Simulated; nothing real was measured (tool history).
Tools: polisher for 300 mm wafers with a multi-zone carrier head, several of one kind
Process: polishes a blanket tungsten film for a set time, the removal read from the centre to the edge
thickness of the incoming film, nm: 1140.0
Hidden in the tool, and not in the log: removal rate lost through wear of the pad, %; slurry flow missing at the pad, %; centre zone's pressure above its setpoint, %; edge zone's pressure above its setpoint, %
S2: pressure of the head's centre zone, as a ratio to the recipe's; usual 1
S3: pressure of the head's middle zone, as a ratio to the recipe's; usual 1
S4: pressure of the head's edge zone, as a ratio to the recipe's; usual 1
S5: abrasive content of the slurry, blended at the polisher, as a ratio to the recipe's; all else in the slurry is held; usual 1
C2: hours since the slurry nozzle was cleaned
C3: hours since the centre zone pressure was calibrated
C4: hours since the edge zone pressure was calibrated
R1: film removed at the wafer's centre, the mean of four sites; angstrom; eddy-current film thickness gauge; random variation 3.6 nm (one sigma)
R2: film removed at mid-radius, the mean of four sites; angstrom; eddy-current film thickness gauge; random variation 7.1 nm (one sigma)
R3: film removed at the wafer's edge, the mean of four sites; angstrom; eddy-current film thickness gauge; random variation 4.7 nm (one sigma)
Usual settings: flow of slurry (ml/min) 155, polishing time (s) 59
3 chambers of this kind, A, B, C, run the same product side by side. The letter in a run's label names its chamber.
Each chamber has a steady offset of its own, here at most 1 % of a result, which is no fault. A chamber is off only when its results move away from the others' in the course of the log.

-- hour=3.7 chamber A: centre zone pressure recalibrated
-- hour=4.4 chamber A: worn pad replaced by a new one
run 1C hour=5 | flow_of_slurry_(ml/min)=155 S2=1 S3=1 S4=1 S5=1 polishing_time_(s)=59 | wafers_polished_on_this_pad=374 C2=416.8 C3=431.8 C4=185.3 | R1=4786.8 R2=4804.9 R3=4783
run 2B hour=11 | flow_of_slurry_(ml/min)=155 S2=1 S3=1 S4=1 S5=1 polishing_time_(s)=59 | wafers_polished_on_this_pad=476 C2=256.2 C3=20.8 C4=623.1 | R1=4735.9 R2=4766.3 R3=4815.1
-- hour=12.7 chamber C: worn pad replaced by a new one
run 3A hour=16.9 | flow_of_slurry_(ml/min)=155 S2=1 S3=1 S4=1 S5=1 polishing_time_(s)=59 | wafers_polished_on_this_pad=192 C2=233.4 C3=13.3 C4=151.6 | R1=4706.3 R2=4749 R3=4696
-- hour=22.5 chamber B: worn pad replaced by a new one
run 4C hour=23.3 | flow_of_slurry_(ml/min)=155 S2=1 S3=1 S4=1 S5=1 polishing_time_(s)=59 | wafers_polished_on_this_pad=162 C2=435.1 C3=450.1 C4=203.6 | R1=4820.7 R2=4821.5 R3=4814
run 5A hour=26.5 | flow_of_slurry_(ml/min)=155 S2=1 S3=1 S4=1 S5=1 polishing_time_(s)=59 | wafers_polished_on_this_pad=339 C2=243 C3=22.9 C4=161.2 | R1=4746.1 R2=4828.1 R3=4789
run 6B hour=31.4 | flow_of_slurry_(ml/min)=155 S2=1 S3=1 S4=1 S5=1 polishing_time_(s)=59 | wafers_polished_on_this_pad=136 C2=276.6 C3=41.2 C4=643.5 | R1=4707.9 R2=4959.1 R3=4796.2
run 7A hour=37.3 | flow_of_slurry_(ml/min)=155 S2=1 S3=1 S4=1 S5=1 polishing_time_(s)=59 | wafers_polished_on_this_pad=504 C2=253.8 C3=33.7 C4=172 | R1=4763.5 R2=4754.8 R3=4780.7
run 8C hour=42 | flow_of_slurry_(ml/min)=155 S2=1 S3=1 S4=1 S5=1 polishing_time_(s)=59 | wafers_polished_on_this_pad=448 C2=453.8 C3=468.8 C4=222.3 | R1=4803 R2=4770.8 R3=4728.1
run 9B hour=47.3 | flow_of_slurry_(ml/min)=155 S2=1 S3=1 S4=1 S5=1 polishing_time_(s)=59 | wafers_polished_on_this_pad=379 C2=292.5 C3=57.1 C4=659.4 | R1=4713.1 R2=4797.8 R3=4713.9
-- hour=47.6 chamber C: worn pad replaced by a new one
run 10A hour=51 | flow_of_slurry_(ml/min)=155 S2=1 S3=1 S4=1 S5=1 polishing_time_(s)=59 | wafers_polished_on_this_pad=713 C2=267.5 C3=47.4 C4=185.7 | R1=4754.5 R2=4819.6 R3=4740.3
-- hour=52.5 chamber A: worn pad replaced by a new one
run 11C hour=57.2 | flow_of_slurry_(ml/min)=155 S2=1 S3=1 S4=1 S5=1 polishing_time_(s)=59 | wafers_polished_on_this_pad=147 C2=469 C3=484 C4=237.5 | R1=4759 R2=4770.2 R3=4789.1
-- hour=61.9 chamber A: slurry nozzle cleaned
run 12B hour=62.9 | flow_of_slurry_(ml/min)=155 S2=1 S3=1 S4=1 S5=1 polishing_time_(s)=59 | wafers_polished_on_this_pad=617 C2=308.1 C3=72.7 C4=675 | R1=4766.2 R2=4882.9 R3=4689.8
-- hour=64.4 chamber B: worn pad replaced by a new one
run 13A hour=67.2 | flow_of_slurry_(ml/min)=120 S2=1 S3=1 S4=1 S5=1 polishing_time_(s)=59 | wafers_polished_on_this_pad=226 C2=5.3 C3=63.6 C4=201.9 | R1=4489.9 R2=4442.3 R3=4637.9
run 14C hour=72.2 | flow_of_slurry_(ml/min)=120 S2=1 S3=1 S4=1 S5=1 polishing_time_(s)=59 | wafers_polished_on_this_pad=377 C2=484 C3=499 C4=252.5 | R1=4462.2 R2=4420.6 R3=4577
run 15B hour=78.8 | flow_of_slurry_(ml/min)=120 S2=1 S3=1 S4=1 S5=1 polishing_time_(s)=59 | wafers_polished_on_this_pad=220 C2=324 C3=88.6 C4=690.9 | R1=4488.3 R2=4580 R3=4575
-- hour=82.9 chamber C: worn pad replaced by a new one
run 16B hour=85 | flow_of_slurry_(ml/min)=155 S2=1 S3=1 S4=1 S5=1 polishing_time_(s)=59 | wafers_polished_on_this_pad=315 C2=330.2 C3=94.8 C4=697.1 | R1=4735.8 R2=4893.1 R3=4769
run 17A hour=89.7 | flow_of_slurry_(ml/min)=155 S2=1 S3=1 S4=1 S5=1 polishing_time_(s)=59 | wafers_polished_on_this_pad=570 C2=27.8 C3=86.1 C4=224.4 | R1=4770.6 R2=4909 R3=4668
run 18C hour=95.8 | flow_of_slurry_(ml/min)=155 S2=1 S3=1 S4=1 S5=1 polishing_time_(s)=59 | wafers_polished_on_this_pad=198 C2=507.6 C3=522.6 C4=276.1 | R1=4837.2 R2=4671.8 R3=4814.7
run 19A hour=99.8 | flow_of_slurry_(ml/min)=155 S2=1 S3=1 S4=1 S5=1 polishing_time_(s)=59 | wafers_polished_on_this_pad=724 C2=37.9 C3=96.2 C4=234.5 | R1=4786.7 R2=4714.1 R3=4749.4
-- hour=103.4 chamber A: worn pad replaced by a new one
run 20C hour=103.5 | flow_of_slurry_(ml/min)=155 S2=1 S3=1 S4=1 S5=1 polishing_time_(s)=59 | wafers_polished_on_this_pad=316 C2=515.3 C3=530.3 C4=283.8 | R1=4830.2 R2=4828 R3=4801.3
-- hour=106.3 chamber B: worn pad replaced by a new one
run 21B hour=107.7 | flow_of_slurry_(ml/min)=155 S2=1 S3=1 S4=1 S5=1 polishing_time_(s)=59 | wafers_polished_on_this_pad=21 C2=352.9 C3=117.5 C4=719.8 | R1=4752.9 R2=4778.1 R3=4766.4
run 22C hour=112.2 | flow_of_slurry_(ml/min)=155 S2=1 S3=1 S4=1 S5=1 polishing_time_(s)=59 | wafers_polished_on_this_pad=449 C2=524 C3=539 C4=292.5 | R1=4721.5 R2=4730.4 R3=4746.7
run 23B hour=115.9 | flow_of_slurry_(ml/min)=155 S2=1 S3=1 S4=1 S5=1 polishing_time_(s)=59 | wafers_polished_on_this_pad=147 C2=361.1 C3=125.7 C4=728 | R1=4748.5 R2=4753.9 R3=4712.2
run 24A hour=122.9 | flow_of_slurry_(ml/min)=155 S2=1 S3=1 S4=1 S5=1 polishing_time_(s)=59 | wafers_polished_on_this_pad=299 C2=61 C3=119.3 C4=257.6 | R1=4760 R2=4673.7 R3=4726
run 25B hour=128 | flow_of_slurry_(ml/min)=155 S2=1 S3=1 S4=1 S5=1 polishing_time_(s)=59 | wafers_polished_on_this_pad=332 C2=373.2 C3=137.8 C4=740.1 | R1=4724.4 R2=4802.6 R3=4834.6

Next, every chamber runs the same settings. What will each give?
run 26A hour=133.1 | flow_of_slurry_(ml/min)=155 S2=1 S3=1 S4=1.1 S5=1 polishing_time_(s)=59 | R1=? R2=? R3=?
run 26B hour=133.1 | flow_of_slurry_(ml/min)=155 S2=1 S3=1 S4=1.1 S5=1 polishing_time_(s)=59 | R1=? R2=? R3=?
run 26C hour=133.1 | flow_of_slurry_(ml/min)=155 S2=1 S3=1 S4=1.1 S5=1 polishing_time_(s)=59 | R1=? R2=? R3=?

run=26A R1=4755 R2=4769.6 R3=5001.4
run=26B R1=4763.2 R2=4827.2 R3=4983.6
run=26C R1=4686.8 R2=4630.4 R3=4948.7

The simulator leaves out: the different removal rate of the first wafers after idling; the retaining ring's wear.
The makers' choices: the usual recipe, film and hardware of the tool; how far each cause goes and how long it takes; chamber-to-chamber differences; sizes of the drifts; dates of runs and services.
